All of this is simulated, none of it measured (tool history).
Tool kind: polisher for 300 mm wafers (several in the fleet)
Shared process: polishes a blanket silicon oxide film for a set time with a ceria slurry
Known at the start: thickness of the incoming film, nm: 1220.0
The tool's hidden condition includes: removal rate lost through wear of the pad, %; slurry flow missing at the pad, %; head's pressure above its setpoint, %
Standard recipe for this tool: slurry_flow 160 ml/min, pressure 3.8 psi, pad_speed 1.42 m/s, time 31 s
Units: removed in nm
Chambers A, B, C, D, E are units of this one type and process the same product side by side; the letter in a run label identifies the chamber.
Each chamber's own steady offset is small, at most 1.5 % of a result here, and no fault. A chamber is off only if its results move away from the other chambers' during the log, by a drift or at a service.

| run | hour | slurry_flow | pressure | pad_speed | time | wafers polished on this pad | hours since the slurry nozzle was cleaned | hours since the head pressure was calibrated | removed |
|---|---|---|---|---|---|---|---|---|---|
| 1E | 6.8 | 160 | 3.8 | 1.42 | 31 | 836 | 204.3 | 135.2 | 215.06 |
| 2D | 11.9 | 160 | 3.8 | 1.42 | 31 | 209 | 323.2 | 303.2 | 215.73 |
| 3C | 19.1 | 160 | 3.8 | 1.42 | 31 | 653 | 500.8 | 919.9 | 212.23 |
|  | 20.8 | chamber A: worn pad replaced by a new one |
| 4A | 24.0 | 160 | 3.8 | 1.42 | 31 | 41 | 306.7 | 244.9 | 215.39 |
|  | 26.4 | chamber B: slurry nozzle cleaned |
|  | 27.2 | chamber E: worn pad replaced by a new one |
| 5B | 31.1 | 160 | 3.8 | 1.42 | 31 | 439 | 4.8 | 699.3 | 210.31 |
| 6A | 36.8 | 200 | 2.9 | 1.42 | 31 | 202 | 319.5 | 257.7 | 169.32 |
| 7C | 40.5 | 200 | 2.9 | 1.42 | 31 | 924 | 522.2 | 941.3 | 171.72 |
| 8B | 47.4 | 200 | 2.9 | 1.42 | 31 | 645 | 21.1 | 715.6 | 172.86 |
| 9D | 51.5 | 200 | 2.9 | 1.42 | 31 | 709 | 362.8 | 342.8 | 167.94 |
| 10E | 55.8 | 200 | 2.9 | 1.42 | 31 | 362 | 253.3 | 184.2 | 176.27 |
| 11C | 62.6 | 160 | 3.8 | 1.42 | 31 | 1203 | 544.3 | 963.4 | 215.59 |
| 12E | 66.7 | 160 | 3.8 | 1.42 | 31 | 500 | 264.2 | 195.1 | 211.29 |
| 13A | 71.3 | 160 | 3.8 | 1.42 | 31 | 638 | 354.0 | 292.2 | 215.34 |
| 14D | 77.4 | 160 | 3.8 | 1.42 | 31 | 1036 | 388.7 | 368.7 | 207.27 |
| 15B | 84.3 | 160 | 3.8 | 1.42 | 31 | 1111 | 58.0 | 752.5 | 211.55 |
| 16D | 91.2 | 160 | 3.8 | 1.42 | 31 | 1211 | 402.5 | 382.5 | 218.65 |
| 17A | 99.4 | 160 | 4.4 | 1.42 | 26 | 994 | 382.1 | 320.3 | 208.66 |
|  | 103.5 | chamber A: worn pad replaced by a new one |
| 18E | 107.1 | 160 | 4.4 | 1.42 | 26 | 1010 | 304.6 | 235.5 | 211.57 |
| 19C | 110.9 | 160 | 4.4 | 1.42 | 26 | 1813 | 592.6 | 1011.7 | 203.99 |
|  | 114.4 | chamber D: worn pad replaced by a new one |
|  | 118.1 | chamber B: worn pad replaced by a new one |
| 20B | 119.2 | 160 | 4.4 | 1.42 | 26 | 14 | 92.9 | 787.4 | 212.08 |
| 21E | 123.5 | 160 | 4.4 | 1.42 | 26 | 1218 | 321.0 | 251.9 | 207.11 |
|  | 127.5 | chamber E: worn pad replaced by a new one |
| 22B | 129.2 | 160 | 3.8 | 1.42 | 31 | 140 | 102.9 | 797.4 | 216.94 |
| 23C | 136.7 | 160 | 3.8 | 1.42 | 31 | 2139 | 618.4 | 1037.5 | 211.71 |
| 24A | 141.2 | 160 | 2.8 | 1.42 | 31 | 477 | 423.9 | 362.1 | 161.61 |
| 25D | 146.9 | 160 | 2.8 | 1.42 | 31 | 410 | 458.2 | 438.2 | 158.18 |
| 26C | 152.3 | 160 | 2.8 | 1.42 | 31 | 2337 | 634.0 | 1053.1 | 152.73 |
| 27B | 156.2 | 160 | 2.8 | 1.42 | 31 | 482 | 129.9 | 824.4 | 160.56 |
| 28E | 159.9 | 160 | 2.8 | 1.42 | 31 | 410 | 357.4 | 288.3 | 159.09 |
| 29A | 164.4 | 160 | 3.8 | 1.42 | 31 | 770 | 447.1 | 385.3 | 212.18 |
| 30D | 170.2 | 160 | 3.8 | 1.42 | 31 | 705 | 481.5 | 461.5 | 216.57 |
| 31C | 177.6 | 160 | 3.8 | 1.42 | 31 | 2656 | 659.3 | 1078.4 | 200.78 |
| 32B | 183.9 | 160 | 3.8 | 1.42 | 31 | 832 | 157.6 | 852.1 | 214.87 |
|  | 186.8 | chamber C: slurry nozzle cleaned |
|  | 189.6 | chamber A: worn pad replaced by a new one |
| 33A | 190.0 | 160 | 3.8 | 1.42 | 31 | 5 | 472.7 | 410.9 | 212.89 |
| 34E | 198.3 | 160 | 3.8 | 1.42 | 31 | 895 | 395.8 | 326.7 | 218.13 |
| 35D | 202.9 | 160 | 3.8 | 1.42 | 31 | 1118 | 514.2 | 494.2 | 216.33 |
|  | 210.1 | chamber E: worn pad replaced by a new one |
| 36A | 210.2 | 160 | 3.8 | 1.42 | 31 | 261 | 492.9 | 431.1 | 215.33 |
| 37C | 218.2 | 160 | 3.8 | 1.42 | 31 | 3170 | 31.5 | 1119.0 | 194.35 |
| 38D | 224.8 | 160 | 3.8 | 1.42 | 31 | 1395 | 536.1 | 516.1 | 209.12 |
|  | 226.5 | chamber B: worn pad replaced by a new one |
| 39E | 232.1 | 160 | 3.8 | 1.42 | 31 | 279 | 429.6 | 360.5 | 217.50 |
|  | 232.3 | chamber D: worn pad replaced by a new one |
| 40B | 239.8 | 160 | 3.8 | 1.42 | 31 | 168 | 213.5 | 908.0 | 208.33 |
|  | 240.7 | chamber A: head pressure recalibrated |
| 41A | 245.5 | 160 | 3.8 | 1.42 | 31 | 707 | 528.2 | 4.8 | 214.03 |
|  | 247.7 | chamber B: slurry nozzle cleaned |
| 42E | 249.6 | 160 | 3.1 | 1.04 | 31 | 500 | 447.1 | 378.0 | 129.73 |
| 43B | 254.0 | 160 | 3.1 | 1.04 | 31 | 347 | 6.3 | 922.2 | 128.45 |
| 44D | 260.9 | 160 | 3.1 | 1.04 | 31 | 362 | 572.2 | 552.2 | 127.23 |

Predict what each chamber gives when all 5 of them run the settings below next.
| 45A | 266.9 | 160 | 3.8 | 1.42 | 25 |  |  |  | ? |
| 45B | 266.9 | 160 | 3.8 | 1.42 | 25 |  |  |  | ? |
| 45C | 266.9 | 160 | 3.8 | 1.42 | 25 |  |  |  | ? |
| 45D | 266.9 | 160 | 3.8 | 1.42 | 25 |  |  |  | ? |
| 45E | 266.9 | 160 | 3.8 | 1.42 | 25 |  |  |  | ? |

| run | removed |
|---|---|
| 45A | 176.70 |
| 45B | 175.09 |
| 45C | 149.91 |
| 45D | 170.75 |
| 45E | 172.23 |
